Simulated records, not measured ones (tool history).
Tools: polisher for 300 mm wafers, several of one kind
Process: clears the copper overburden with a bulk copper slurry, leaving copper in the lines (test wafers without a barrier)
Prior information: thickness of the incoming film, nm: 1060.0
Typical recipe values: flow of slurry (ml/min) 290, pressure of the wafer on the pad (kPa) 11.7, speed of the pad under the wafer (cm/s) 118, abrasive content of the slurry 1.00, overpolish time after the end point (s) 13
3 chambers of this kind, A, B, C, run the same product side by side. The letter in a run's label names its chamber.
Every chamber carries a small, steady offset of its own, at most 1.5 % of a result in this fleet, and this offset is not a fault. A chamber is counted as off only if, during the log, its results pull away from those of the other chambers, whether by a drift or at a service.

run,hour,flow of slurry (ml/min),pressure of the wafer on the pad (kPa),speed of the pad under the wafer (cm/s),abrasive content of the slurry,overpolish time after the end point (s),wafers polished on this pad,hours since the slurry nozzle was cleaned,hours since the head pressure was calibrated,hours since the slurry blender was calibrated,time until the end point was called (s),dishing of a wide line in a test structure (Å)
# hour 4.1: chamber C: worn pad replaced by a new one
1B,6.8,290,11.7,118,1.00,13,116,218.7,381.1,514.4,159.80,414.25
2C,15.6,290,11.7,118,1.00,13,83,113.1,904.1,337.2,160.27,412.50
3A,24.8,290,11.7,118,1.00,13,613,193.7,260.2,234.0,159.02,412.00
4C,31.5,290,11.7,118,1.00,13,198,129.0,920.0,353.1,160.28,412.49
5A,40.9,290,11.7,118,1.00,13,729,209.8,276.3,250.1,160.30,421.32
# hour 41.4: chamber B: slurry blender recalibrated
6B,47.5,290,11.7,118,1.00,13,409,259.4,421.8,6.2,157.92,416.83
7A,54.0,290,11.7,118,1.00,13,824,222.9,289.4,263.2,163.50,412.32
# hour 58.3: chamber A: slurry blender recalibrated
8C,58.8,290,11.7,118,1.00,13,394,156.3,947.3,380.4,160.61,406.28
# hour 62.3: chamber A: worn pad replaced by a new one
9B,67.2,290,11.7,118,1.00,13,551,279.1,441.5,25.9,156.75,421.19
10A,72.7,290,11.7,118,1.00,13,75,241.6,308.1,14.5,160.48,411.04
# hour 74.9: chamber C: worn pad replaced by a new one
11C,77.9,290,11.7,118,1.00,13,22,175.4,966.4,399.5,155.28,403.50
12B,82.1,290,11.7,118,1.00,13,658,294.0,456.4,40.8,161.14,422.63
13B,89.6,290,11.7,118,1.00,13,712,301.5,463.9,48.3,156.25,416.44
# hour 91.9: chamber C: slurry blender recalibrated
14C,95.8,290,11.7,118,1.00,13,151,193.3,984.3,3.9,158.52,401.63
15A,102.7,290,11.7,118,1.00,13,291,271.6,338.1,44.5,161.44,417.47
16A,110.4,290,11.7,118,1.00,13,347,279.3,345.8,52.2,160.50,416.00
17C,119.6,290,11.7,118,1.00,13,322,217.1,1008.1,27.7,156.18,413.75
18B,125.1,290,11.7,134,1.00,13,968,337.0,499.4,83.8,137.79,433.38
19B,129.6,290,11.7,134,1.00,13,1000,341.5,503.9,88.3,137.31,437.21
# hour 129.7: chamber A: slurry nozzle cleaned
20C,136.9,290,11.7,134,1.00,13,447,234.4,1025.4,45.0,144.09,437.79
# hour 139.4: chamber C: slurry nozzle cleaned
21A,145.7,290,11.7,118,1.00,13,601,16.0,381.1,87.5,164.29,411.45
# hour 152.8: chamber B: slurry nozzle cleaned
22A,154.3,290,11.7,118,1.00,13,663,24.6,389.7,96.1,158.54,403.29
# hour 157.2: chamber C: worn pad replaced by a new one
23B,163.6,290,9.0,118,1.00,19,1245,10.9,537.9,122.3,211.17,423.79
24C,172.4,290,9.0,118,1.00,19,110,33.0,1060.9,80.5,208.20,401.19
25A,179.8,290,9.0,118,1.00,19,847,50.1,415.2,121.6,209.77,411.46
26B,189.1,290,11.7,118,1.00,13,1429,36.4,563.4,147.8,158.03,404.95
# hour 191.6: chamber A: worn pad replaced by a new one
27C,197.8,290,13.1,144,1.00,13,293,58.4,1086.3,105.9,113.85,493.19
28B,205.1,290,13.1,144,1.00,13,1544,52.4,579.4,163.8,117.41,506.33
# hour 208.5: chamber B: worn pad replaced by a new one
# hour 208.7: chamber C: head pressure recalibrated
29C,212.0,290,13.1,144,1.00,13,395,72.6,3.3,120.1,115.95,476.73
30A,216.4,290,11.7,118,1.00,13,178,86.7,451.8,158.2,157.86,411.89
31B,225.4,290,11.7,118,0.85,13,122,72.7,599.7,184.1,160.93,410.02
# hour 231.7: chamber C: worn pad replaced by a new one
32A,234.4,290,11.7,118,0.85,13,308,104.7,469.8,176.2,158.43,415.49
33C,243.9,290,11.7,118,0.85,13,88,104.5,35.2,152.0,159.78,402.59
34C,252.2,290,11.7,118,1.00,13,147,112.8,43.5,160.3,162.97,410.04
35A,261.4,290,11.7,118,1.00,13,503,131.7,496.8,203.2,161.03,414.83
36B,270.9,290,11.7,118,1.00,13,449,118.2,645.2,229.6,164.23,415.57

Which is it: a chamber that has drifted or been left off by a service, a gauge drift common to all chambers, or only each chamber's usual small offset? If a chamber is off, name it and its likeliest cause.

No chamber stands off beyond its own small offset, and the gauge holds steady.

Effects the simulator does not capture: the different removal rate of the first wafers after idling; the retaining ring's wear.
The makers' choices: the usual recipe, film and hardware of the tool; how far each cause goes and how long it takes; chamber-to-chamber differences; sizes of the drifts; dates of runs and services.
